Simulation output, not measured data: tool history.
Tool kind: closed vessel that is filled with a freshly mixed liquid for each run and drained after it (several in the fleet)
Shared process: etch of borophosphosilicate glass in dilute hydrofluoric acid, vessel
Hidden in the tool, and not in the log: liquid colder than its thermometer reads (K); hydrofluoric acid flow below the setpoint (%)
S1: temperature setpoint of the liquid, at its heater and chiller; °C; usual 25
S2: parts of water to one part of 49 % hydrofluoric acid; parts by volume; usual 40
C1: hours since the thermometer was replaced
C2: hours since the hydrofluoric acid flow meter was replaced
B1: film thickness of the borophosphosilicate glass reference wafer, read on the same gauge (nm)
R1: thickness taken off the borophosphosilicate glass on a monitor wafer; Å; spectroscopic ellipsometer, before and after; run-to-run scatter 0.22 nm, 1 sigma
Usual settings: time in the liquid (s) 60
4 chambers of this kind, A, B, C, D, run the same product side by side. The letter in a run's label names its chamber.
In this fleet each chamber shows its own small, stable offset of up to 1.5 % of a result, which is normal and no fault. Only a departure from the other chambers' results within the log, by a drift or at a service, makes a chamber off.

run 1B hour=10.1 | S1=25 S2=40 time_in_the_liquid_(s)=60 | C1=1128 C2=359.8 | B1=109.98 | R1=579.98
run 2D hour=18.2 | S1=25 S2=40 time_in_the_liquid_(s)=60 | C1=2602.5 C2=352.9 | B1=110.01 | R1=580.86
run 3C hour=26.1 | S1=25 S2=40 time_in_the_liquid_(s)=60 | C1=242.3 C2=610.9 | B1=109.95 | R1=583.56
run 4A hour=32.3 | S1=25 S2=40 time_in_the_liquid_(s)=60 | C1=477.4 C2=763.6 | B1=110.05 | R1=572.32
run 5B hour=43.2 | S1=25 S2=40 time_in_the_liquid_(s)=60 | C1=1161.1 C2=392.9 | B1=109.98 | R1=579.56
run 6A hour=51.4 | S1=25 S2=40 time_in_the_liquid_(s)=60 | C1=496.5 C2=782.7 | B1=109.99 | R1=571.06
run 7D hour=58.3 | S1=25 S2=40 time_in_the_liquid_(s)=60 | C1=2642.6 C2=393 | B1=109.99 | R1=581.86
run 8C hour=64.1 | S1=25 S2=40 time_in_the_liquid_(s)=60 | C1=280.3 C2=648.9 | B1=109.99 | R1=583.57
run 9D hour=70.9 | S1=25 S2=40 time_in_the_liquid_(s)=60 | C1=2655.2 C2=405.6 | B1=110.01 | R1=583.83
run 10C hour=79 | S1=25 S2=40 time_in_the_liquid_(s)=60 | C1=295.2 C2=663.8 | B1=110.01 | R1=579.39
run 11A hour=90.8 | S1=25 S2=40 time_in_the_liquid_(s)=60 | C1=535.9 C2=822.1 | B1=110 | R1=572.52
run 12B hour=99.5 | S1=25 S2=40 time_in_the_liquid_(s)=60 | C1=1217.4 C2=449.2 | B1=109.98 | R1=582.99
run 13B hour=105.7 | S1=25 S2=40 time_in_the_liquid_(s)=60 | C1=1223.6 C2=455.4 | B1=110.02 | R1=580.51
run 14A hour=114.7 | S1=25 S2=40 time_in_the_liquid_(s)=60 | C1=559.8 C2=846 | B1=110.03 | R1=569.88
run 15C hour=123.7 | S1=25 S2=40 time_in_the_liquid_(s)=60 | C1=339.9 C2=708.5 | B1=110 | R1=585.58
run 16D hour=131.6 | S1=25 S2=40 time_in_the_liquid_(s)=60 | C1=2715.9 C2=466.3 | B1=110 | R1=585.36
-- hour=137 chamber A: thermometer replaced
run 17A hour=142.7 | S1=29.5 S2=40 time_in_the_liquid_(s)=60 | C1=5.8 C2=874 | B1=109.97 | R1=686.22
run 18C hour=152.5 | S1=29.5 S2=40 time_in_the_liquid_(s)=60 | C1=368.7 C2=737.3 | B1=110 | R1=695.08
run 19D hour=158 | S1=29.5 S2=40 time_in_the_liquid_(s)=60 | C1=2742.3 C2=492.7 | B1=110.02 | R1=694.05
-- hour=162.9 chamber D: thermometer replaced
run 20B hour=168.8 | S1=29.5 S2=40 time_in_the_liquid_(s)=60 | C1=1286.7 C2=518.5 | B1=110.02 | R1=697.86
run 21C hour=178.9 | S1=25 S2=40 time_in_the_liquid_(s)=60 | C1=395.1 C2=763.7 | B1=109.98 | R1=582.49
run 22B hour=189.4 | S1=25 S2=40 time_in_the_liquid_(s)=60 | C1=1307.3 C2=539.1 | B1=109.98 | R1=581.41
run 23D hour=195.5 | S1=25 S2=40 time_in_the_liquid_(s)=60 | C1=32.7 C2=530.2 | B1=110.01 | R1=581.21
run 24A hour=201.3 | S1=25 S2=40 time_in_the_liquid_(s)=30 | C1=64.4 C2=932.6 | B1=110 | R1=285.74
run 25D hour=211.8 | S1=25 S2=40 time_in_the_liquid_(s)=30 | C1=49 C2=546.5 | B1=110 | R1=291.74
run 26C hour=220.1 | S1=25 S2=40 time_in_the_liquid_(s)=30 | C1=436.3 C2=804.9 | B1=110.01 | R1=290.41
run 27B hour=228.3 | S1=25 S2=40 time_in_the_liquid_(s)=30 | C1=1346.2 C2=578 | B1=110 | R1=292.17
run 28A hour=241 | S1=27 S2=25 time_in_the_liquid_(s)=60 | C1=104.1 C2=972.3 | B1=109.99 | R1=1000.6
run 29D hour=252 | S1=27 S2=25 time_in_the_liquid_(s)=60 | C1=89.2 C2=586.7 | B1=110.02 | R1=1044.7
run 30B hour=263 | S1=27 S2=25 time_in_the_liquid_(s)=60 | C1=1380.9 C2=612.7 | B1=110.02 | R1=1044.1
run 31A hour=273.2 | S1=27 S2=25 time_in_the_liquid_(s)=60 | C1=136.3 C2=1004.5 | B1=110.05 | R1=1009.5
run 32C hour=280.5 | S1=25 S2=40 time_in_the_liquid_(s)=60 | C1=496.7 C2=865.3 | B1=109.99 | R1=580.74
run 33B hour=290.8 | S1=25 S2=40 time_in_the_liquid_(s)=60 | C1=1408.7 C2=640.5 | B1=109.95 | R1=584.71
run 34C hour=300 | S1=25 S2=40 time_in_the_liquid_(s)=60 | C1=516.2 C2=884.8 | B1=109.93 | R1=581.15
run 35A hour=310.4 | S1=21 S2=35 time_in_the_liquid_(s)=60 | C1=173.5 C2=1041.7 | B1=110.03 | R1=557.46
run 36D hour=318.2 | S1=21 S2=35 time_in_the_liquid_(s)=60 | C1=155.4 C2=652.9 | B1=110.02 | R1=573.13
run 37B hour=325.9 | S1=21 S2=35 time_in_the_liquid_(s)=60 | C1=1443.8 C2=675.6 | B1=110.01 | R1=566.83
run 38A hour=333.5 | S1=21 S2=35 time_in_the_liquid_(s)=60 | C1=196.6 C2=1064.8 | B1=109.98 | R1=554.06
run 39D hour=345.8 | S1=25 S2=40 time_in_the_liquid_(s)=60 | C1=183 C2=680.5 | B1=110.03 | R1=581.21

Is one chamber out of step, is the gauge drifting, or do the chambers differ by no more than their own small offsets? For an off chamber, give its letter and the likeliest cause.

The fleet is healthy, with each chamber sitting at its usual small offset and no drift in the gauge.
